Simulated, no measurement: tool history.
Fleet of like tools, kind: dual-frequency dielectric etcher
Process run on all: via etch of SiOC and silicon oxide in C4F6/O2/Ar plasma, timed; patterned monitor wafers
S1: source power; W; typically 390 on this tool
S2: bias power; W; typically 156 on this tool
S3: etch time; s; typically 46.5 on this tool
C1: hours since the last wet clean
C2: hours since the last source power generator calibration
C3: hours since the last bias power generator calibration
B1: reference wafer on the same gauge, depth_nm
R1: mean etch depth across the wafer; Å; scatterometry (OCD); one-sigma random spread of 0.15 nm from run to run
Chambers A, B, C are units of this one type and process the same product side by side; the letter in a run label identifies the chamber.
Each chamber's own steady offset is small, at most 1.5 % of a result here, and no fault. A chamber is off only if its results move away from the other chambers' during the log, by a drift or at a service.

run,day,S1,S2,S3,C1,C2,C3,B1,R1
1B,0.467,390,156,46.5,161.8,25.2,923.5,51.085,500.43
2A,0.975,390,156,46.5,371.3,3811.1,1001.3,51.09,494.8
3C,1.271,390,156,46.5,298.1,616.5,807.9,51.108,494.87
4C,1.75,390,156,46.5,309.6,628,819.4,51.077,494.08
5B,2.238,390,156,46.5,204.3,67.7,966,51.099,501.98
6A,2.588,390,156,46.5,410,3849.8,1040,51.116,494.74
7B,2.854,390,156,46.5,219.1,82.5,980.8,51.094,503.22
# day 3.254: chamber A: wet clean of the chamber
8C,3.375,390,156,46.5,348.6,667,858.4,51.105,493.82
9A,3.921,390,181,46.5,16.1,3881.8,1072,51.091,520.19
10A,4.292,390,181,46.5,25,3890.7,1080.9,51.125,519.95
11B,4.617,390,181,46.5,261.4,124.8,1023.1,51.085,531.57
12C,5.1,390,156,46.5,390,708.4,899.8,51.093,495.98
13B,5.429,300,156,46.5,280.9,144.3,1042.6,51.085,459.64
14A,5.954,300,156,46.5,64.9,3930.6,1120.8,51.09,445.8
15C,6.329,300,156,46.5,419.5,737.9,929.3,51.169,447.65
16C,6.858,390,156,46.5,432.2,750.6,942,51.085,494.25
17B,7.167,390,156,46.5,322.6,186,1084.3,51.142,512.17
18A,7.754,390,156,46.5,108.1,3973.8,1164,51.103,496.55
19B,8.175,390,156,46.5,346.8,210.2,1108.5,51.082,515.41
# day 8.188: chamber A: source power generator calibrated
20A,8.529,390,156,46.5,126.7,8.2,1182.6,51.129,493.95
21C,9.058,470,175,46.5,485,803.4,994.8,51.137,548.85
22B,9.35,470,175,46.5,375,238.4,1136.7,51.107,583.89
23C,9.725,470,175,46.5,501,819.4,1010.8,51.116,550.92
24A,10.029,390,156,46.5,162.7,44.2,1218.6,51.131,493.99
25A,10.367,390,156,46.5,170.8,52.3,1226.7,51.066,493.35

Next, every chamber runs the same settings. What will each give?
26A,10.788,390,189,46.5,,,,,?
26B,10.788,390,189,46.5,,,,,?
26C,10.788,390,189,46.5,,,,,?

run,R1
26A,526.72
26B,556.73
26C,523.7
